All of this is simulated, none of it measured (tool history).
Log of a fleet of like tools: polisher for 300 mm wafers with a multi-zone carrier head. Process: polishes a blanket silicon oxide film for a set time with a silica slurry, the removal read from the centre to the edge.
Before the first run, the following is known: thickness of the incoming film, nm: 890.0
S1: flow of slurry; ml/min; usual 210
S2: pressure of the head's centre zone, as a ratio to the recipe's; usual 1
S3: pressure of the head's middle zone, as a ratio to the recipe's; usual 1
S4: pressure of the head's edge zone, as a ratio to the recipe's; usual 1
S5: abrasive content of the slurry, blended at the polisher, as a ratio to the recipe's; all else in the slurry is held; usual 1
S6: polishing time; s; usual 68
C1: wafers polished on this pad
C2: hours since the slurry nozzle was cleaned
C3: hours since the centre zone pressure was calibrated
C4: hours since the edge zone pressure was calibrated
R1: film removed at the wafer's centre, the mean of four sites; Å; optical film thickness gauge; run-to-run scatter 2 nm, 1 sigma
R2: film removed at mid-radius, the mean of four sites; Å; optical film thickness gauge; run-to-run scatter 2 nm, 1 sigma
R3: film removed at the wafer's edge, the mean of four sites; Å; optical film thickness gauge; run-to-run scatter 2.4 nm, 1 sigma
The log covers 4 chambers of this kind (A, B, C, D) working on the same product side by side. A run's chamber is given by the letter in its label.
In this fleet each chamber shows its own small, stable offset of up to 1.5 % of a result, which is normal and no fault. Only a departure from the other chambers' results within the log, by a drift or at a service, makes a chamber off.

run 1C hour=8.8 | S1=210 S2=1 S3=1 S4=1 S5=1 S6=68 | C1=369 C2=137 C3=502.8 C4=52.2 | R1=2916.8 R2=2898.4 R3=2924.9
run 2B hour=14.1 | S1=210 S2=1 S3=1 S4=1 S5=1 S6=68 | C1=971 C2=333.5 C3=338.2 C4=667.1 | R1=2862 R2=2893.7 R3=2880.3
run 3A hour=19.4 | S1=210 S2=1 S3=1 S4=1 S5=1 S6=68 | C1=500 C2=321.7 C3=1162.3 C4=710.3 | R1=2880.7 R2=2895.9 R3=2912.7
run 4D hour=25.6 | S1=210 S2=1 S3=1 S4=1 S5=1 S6=68 | C1=663 C2=561.5 C3=92.7 C4=152.7 | R1=2936.6 R2=2960.9 R3=2913.5
run 5A hour=34.3 | S1=210 S2=1 S3=1 S4=1 S5=1 S6=68 | C1=674 C2=336.6 C3=1177.2 C4=725.2 | R1=2915.8 R2=2825.7 R3=2944
-- hour=35.7 chamber A: worn pad replaced by a new one
-- hour=41.7 chamber D: worn pad replaced by a new one
run 6C hour=42.6 | S1=210 S2=1 S3=1 S4=1 S5=1 S6=68 | C1=763 C2=170.8 C3=536.6 C4=86 | R1=2894.7 R2=2946.8 R3=2892.4
run 7D hour=52.8 | S1=210 S2=1 S3=1 S4=1 S5=0.8 S6=68 | C1=129 C2=588.7 C3=119.9 C4=179.9 | R1=2643.1 R2=2642 R3=2628.4
-- hour=57.4 chamber C: worn pad replaced by a new one
-- hour=58.6 chamber B: worn pad replaced by a new one
run 8B hour=61 | S1=210 S2=1 S3=1 S4=1 S5=0.8 S6=68 | C1=28 C2=380.4 C3=385.1 C4=714 | R1=2606.1 R2=2599.9 R3=2557.8
run 9B hour=72.2 | S1=210 S2=1 S3=1 S4=1 S5=0.8 S6=68 | C1=158 C2=391.6 C3=396.3 C4=725.2 | R1=2549.5 R2=2609.6 R3=2558.5
run 10A hour=79.7 | S1=210 S2=1 S3=1 S4=1 S5=0.8 S6=68 | C1=512 C2=382 C3=1222.6 C4=770.6 | R1=2570.7 R2=2555.5 R3=2640.8
-- hour=84.4 chamber B: centre zone pressure recalibrated
run 11C hour=85.4 | S1=210 S2=1 S3=1 S4=1 S5=1 S6=68 | C1=326 C2=213.6 C3=579.4 C4=128.8 | R1=2956.3 R2=2919.4 R3=2920.3
run 12D hour=92.7 | S1=235 S2=1 S3=1 S4=1 S5=1 S6=68 | C1=594 C2=628.6 C3=159.8 C4=219.8 | R1=3013 R2=2964.7 R3=2976.4
-- hour=93 chamber B: slurry nozzle cleaned
-- hour=100.6 chamber A: worn pad replaced by a new one
run 13A hour=102.3 | S1=235 S2=1 S3=1 S4=1 S5=1 S6=68 | C1=20 C2=404.6 C3=1245.2 C4=793.2 | R1=2946.5 R2=2873.3 R3=3010.6
run 14C hour=107.3 | S1=235 S2=1 S3=1 S4=1 S5=1 S6=68 | C1=581 C2=235.5 C3=601.3 C4=150.7 | R1=2941.4 R2=2968.8 R3=2937.3
-- hour=108.3 chamber D: slurry nozzle cleaned
-- hour=111.4 chamber D: worn pad replaced by a new one
run 15B hour=115.2 | S1=235 S2=1 S3=1 S4=1 S5=1 S6=68 | C1=659 C2=22.3 C3=30.8 C4=768.2 | R1=2970.1 R2=3007 R3=2865.8
run 16D hour=122.8 | S1=210 S2=1 S3=1 S4=1 S5=1 S6=68 | C1=133 C2=14.6 C3=189.9 C4=249.9 | R1=2974 R2=2917.7 R3=2907.8
run 17A hour=133.4 | S1=210 S2=1 S3=1 S4=1 S5=1 S6=68 | C1=382 C2=435.7 C3=1276.3 C4=824.3 | R1=2883.5 R2=2858.5 R3=2887.2
-- hour=136.7 chamber C: worn pad replaced by a new one
run 18B hour=140 | S1=210 S2=1 S3=1 S4=1 S5=1 S6=68 | C1=947 C2=47.1 C3=55.6 C4=793 | R1=2901.8 R2=2916.2 R3=2877.8
run 19D hour=149.9 | S1=210 S2=1 S3=1 S4=1 S5=1 S6=68 | C1=448 C2=41.7 C3=217 C4=277 | R1=3019.4 R2=2937.7 R3=2886.3
-- hour=151.2 chamber C: slurry nozzle cleaned
run 20C hour=157.5 | S1=210 S2=1 S3=1 S4=1 S5=1 S6=68 | C1=242 C2=6.3 C3=651.5 C4=200.9 | R1=2933.1 R2=2917.5 R3=2869.5
run 21A hour=162.8 | S1=210 S2=1 S3=1 S4=1 S5=1 S6=68 | C1=725 C2=465.1 C3=1305.7 C4=853.7 | R1=2884.8 R2=2860.5 R3=2899.4
-- hour=163.9 chamber A: worn pad replaced by a new one
run 22D hour=172.7 | S1=210 S2=1 S3=1 S4=1 S5=1 S6=68 | C1=714 C2=64.5 C3=239.8 C4=299.8 | R1=3068.1 R2=2968.8 R3=2862.3
-- hour=179.9 chamber B: worn pad replaced by a new one
run 23B hour=183.8 | S1=210 S2=1 S3=1 S4=1 S5=1 S6=68 | C1=45 C2=90.9 C3=99.4 C4=836.8 | R1=2916.4 R2=2916 R3=2910.9
-- hour=186.8 chamber D: worn pad replaced by a new one
run 24C hour=192 | S1=210 S2=1 S3=1 S4=1 S5=1 S6=68 | C1=643 C2=40.8 C3=686 C4=235.4 | R1=2910.9 R2=2905.2 R3=2927.6
run 25B hour=197.3 | S1=210 S2=1 S3=1 S4=1 S5=1 S6=68 | C1=203 C2=104.4 C3=112.9 C4=850.3 | R1=2873.9 R2=2900.9 R3=2839.3
run 26C hour=207.3 | S1=210 S2=1 S3=1 S4=1 S5=1 S6=68 | C1=821 C2=56.1 C3=701.3 C4=250.7 | R1=2921.8 R2=2944.7 R3=2921.4
-- hour=212.4 chamber C: worn pad replaced by a new one
run 27A hour=217.6 | S1=210 S2=1 S3=1 S4=1 S5=1 S6=68 | C1=626 C2=519.9 C3=1360.5 C4=908.5 | R1=2906.8 R2=2887.9 R3=2875.7
-- hour=228.8 chamber A: worn pad replaced by a new one
run 28D hour=228.8 | S1=210 S2=1 S3=1 S4=1.08 S5=1 S6=87 | C1=489 C2=120.6 C3=295.9 C4=355.9 | R1=4003.8 R2=3762.8 R3=3920.6
run 29D hour=234.4 | S1=210 S2=1 S3=1 S4=1.08 S5=1 S6=87 | C1=554 C2=126.2 C3=301.5 C4=361.5 | R1=4005.9 R2=3772.4 R3=3849.4
-- hour=238.5 chamber C: edge zone pressure recalibrated
run 30A hour=244.8 | S1=210 S2=1 S3=1 S4=1.08 S5=1 S6=87 | C1=186 C2=547.1 C3=1387.7 C4=935.7 | R1=3705.1 R2=3686.6 R3=3868.7
run 31B hour=252.7 | S1=210 S2=1 S3=1 S4=1.08 S5=1 S6=87 | C1=848 C2=159.8 C3=168.3 C4=905.7 | R1=3716.8 R2=3734.9 R3=3804
run 32C hour=261.3 | S1=210 S2=1 S3=1 S4=1 S5=1 S6=68 | C1=569 C2=110.1 C3=755.3 C4=22.8 | R1=2920.4 R2=2908.2 R3=2857.5
run 33A hour=266.5 | S1=210 S2=1 S3=1 S4=1 S5=1 S6=68 | C1=439 C2=568.8 C3=1409.4 C4=957.4 | R1=2851.1 R2=2884.9 R3=2909.5
run 34B hour=275.4 | S1=210 S2=1 S3=1 S4=1 S5=1 S6=68 | C1=1112 C2=182.5 C3=191 C4=928.4 | R1=2875.2 R2=2890.2 R3=2837
run 35C hour=284.7 | S1=210 S2=1 S3=1 S4=1 S5=1 S6=68 | C1=841 C2=133.5 C3=778.7 C4=46.2 | R1=2913.1 R2=2925.1 R3=2915.6

All chambers now run identical settings, listed one chamber a line with results as question marks. What results will each chamber show?
run 36A hour=292.9 | S1=210 S2=1 S3=1 S4=1 S5=1 S6=68 | R1=? R2=? R3=?
run 36B hour=292.9 | S1=210 S2=1 S3=1 S4=1 S5=1 S6=68 | R1=? R2=? R3=?
run 36C hour=292.9 | S1=210 S2=1 S3=1 S4=1 S5=1 S6=68 | R1=? R2=? R3=?
run 36D hour=292.9 | S1=210 S2=1 S3=1 S4=1 S5=1 S6=68 | R1=? R2=? R3=?

run=36A R1=2889.7 R2=2860.1 R3=2918
run=36B R1=2882.4 R2=2907.5 R3=2888.2
run=36C R1=2902.6 R2=2890 R3=2950.6
run=36D R1=3196.7 R2=2921.7 R3=2831.5

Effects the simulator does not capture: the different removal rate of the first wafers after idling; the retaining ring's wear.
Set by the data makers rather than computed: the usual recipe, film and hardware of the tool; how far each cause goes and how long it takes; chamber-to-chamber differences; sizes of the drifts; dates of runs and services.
